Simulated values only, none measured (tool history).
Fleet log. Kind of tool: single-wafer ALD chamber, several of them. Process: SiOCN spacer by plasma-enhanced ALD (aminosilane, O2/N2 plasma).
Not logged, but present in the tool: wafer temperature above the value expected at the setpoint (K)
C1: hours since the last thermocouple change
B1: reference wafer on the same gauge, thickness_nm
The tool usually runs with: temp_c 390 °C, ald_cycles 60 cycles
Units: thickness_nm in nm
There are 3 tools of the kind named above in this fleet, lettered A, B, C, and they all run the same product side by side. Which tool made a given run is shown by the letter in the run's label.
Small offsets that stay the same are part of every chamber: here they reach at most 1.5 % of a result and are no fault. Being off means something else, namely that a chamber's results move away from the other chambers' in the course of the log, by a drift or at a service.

run 1C hour=3.3 | temp_c=390 ald_cycles=60 | C1=589.6 | B1=3.3503 | thickness_nm=3.5826
run 2A hour=5.9 | temp_c=390 ald_cycles=60 | C1=2382.1 | B1=3.3515 | thickness_nm=3.6460
run 3B hour=9.4 | temp_c=390 ald_cycles=60 | C1=1089.8 | B1=3.3511 | thickness_nm=3.6069
run 4B hour=15.3 | temp_c=390 ald_cycles=60 | C1=1095.7 | B1=3.3529 | thickness_nm=3.6179
run 5A hour=18.3 | temp_c=390 ald_cycles=60 | C1=2394.5 | B1=3.3513 | thickness_nm=3.6447
run 6C hour=22.4 | temp_c=390 ald_cycles=60 | C1=608.7 | B1=3.3517 | thickness_nm=3.5846
run 7A hour=28.0 | temp_c=390 ald_cycles=60 | C1=2404.2 | B1=3.3522 | thickness_nm=3.6511
run 8B hour=32.7 | temp_c=390 ald_cycles=60 | C1=1113.1 | B1=3.3533 | thickness_nm=3.6069
run 9C hour=38.2 | temp_c=390 ald_cycles=60 | C1=624.5 | B1=3.3535 | thickness_nm=3.5811
run 10C hour=41.7 | temp_c=390 ald_cycles=60 | C1=628.0 | B1=3.3543 | thickness_nm=3.5851
run 11B hour=45.2 | temp_c=390 ald_cycles=60 | C1=1125.6 | B1=3.3540 | thickness_nm=3.6114
run 12A hour=51.1 | temp_c=396 ald_cycles=65 | C1=2427.3 | B1=3.3554 | thickness_nm=3.9580
run 13A hour=56.6 | temp_c=396 ald_cycles=65 | C1=2432.8 | B1=3.3557 | thickness_nm=3.9560
run 14C hour=60.4 | temp_c=396 ald_cycles=65 | C1=646.7 | B1=3.3557 | thickness_nm=3.8913
run 15B hour=64.8 | temp_c=390 ald_cycles=60 | C1=1145.2 | B1=3.3560 | thickness_nm=3.6117
run 16A hour=68.6 | temp_c=390 ald_cycles=60 | C1=2444.8 | B1=3.3565 | thickness_nm=3.6570
run 17C hour=71.5 | temp_c=402 ald_cycles=69 | C1=657.8 | B1=3.3573 | thickness_nm=4.1090
run 18B hour=74.9 | temp_c=402 ald_cycles=69 | C1=1155.3 | B1=3.3563 | thickness_nm=4.1291
run 19B hour=80.0 | temp_c=402 ald_cycles=69 | C1=1160.4 | B1=3.3569 | thickness_nm=4.1307
run 20C hour=82.9 | temp_c=390 ald_cycles=60 | C1=669.2 | B1=3.3575 | thickness_nm=3.5834
run 21A hour=85.9 | temp_c=390 ald_cycles=60 | C1=2462.1 | B1=3.3587 | thickness_nm=3.6528
run 22A hour=88.6 | temp_c=390 ald_cycles=60 | C1=2464.8 | B1=3.3588 | thickness_nm=3.6593
run 23B hour=91.5 | temp_c=390 ald_cycles=60 | C1=1171.9 | B1=3.3585 | thickness_nm=3.6164
run 24C hour=96.9 | temp_c=390 ald_cycles=60 | C1=683.2 | B1=3.3584 | thickness_nm=3.5922
run 25C hour=100.6 | temp_c=390 ald_cycles=60 | C1=686.9 | B1=3.3588 | thickness_nm=3.5914
run 26A hour=103.8 | temp_c=390 ald_cycles=60 | C1=2480.0 | B1=3.3593 | thickness_nm=3.6629
run 27B hour=107.6 | temp_c=390 ald_cycles=60 | C1=1188.0 | B1=3.3604 | thickness_nm=3.6156
run 28A hour=112.4 | temp_c=390 ald_cycles=60 | C1=2488.6 | B1=3.3597 | thickness_nm=3.6587
run 29C hour=117.1 | temp_c=398 ald_cycles=60 | C1=703.4 | B1=3.3604 | thickness_nm=3.5922
run 30B hour=121.2 | temp_c=398 ald_cycles=60 | C1=1201.6 | B1=3.3614 | thickness_nm=3.6156
run 31C hour=124.7 | temp_c=398 ald_cycles=60 | C1=711.0 | B1=3.3613 | thickness_nm=3.5974
run 32A hour=130.1 | temp_c=390 ald_cycles=60 | C1=2506.3 | B1=3.3625 | thickness_nm=3.6662
run 33B hour=133.4 | temp_c=390 ald_cycles=60 | C1=1213.8 | B1=3.3616 | thickness_nm=3.6208
run 34C hour=139.1 | temp_c=390 ald_cycles=60 | C1=725.4 | B1=3.3628 | thickness_nm=3.5961
run 35A hour=143.8 | temp_c=390 ald_cycles=60 | C1=2520.0 | B1=3.3639 | thickness_nm=3.6670
run 36B hour=148.3 | temp_c=390 ald_cycles=60 | C1=1228.7 | B1=3.3635 | thickness_nm=3.6213
run 37A hour=153.9 | temp_c=390 ald_cycles=60 | C1=2530.1 | B1=3.3646 | thickness_nm=3.6608
run 38B hour=158.3 | temp_c=390 ald_cycles=60 | C1=1238.7 | B1=3.3649 | thickness_nm=3.6206
run 39C hour=163.8 | temp_c=390 ald_cycles=60 | C1=750.1 | B1=3.3658 | thickness_nm=3.5976

The same settings go to every chamber for the next run, one line per chamber below. Forecast the results for each:
run 40A hour=168.1 | temp_c=390 ald_cycles=60 | thickness_nm=?
run 40B hour=168.1 | temp_c=390 ald_cycles=60 | thickness_nm=?
run 40C hour=168.1 | temp_c=390 ald_cycles=60 | thickness_nm=?

run=40A thickness_nm=3.6665
run=40B thickness_nm=3.6229
run=40C thickness_nm=3.6062
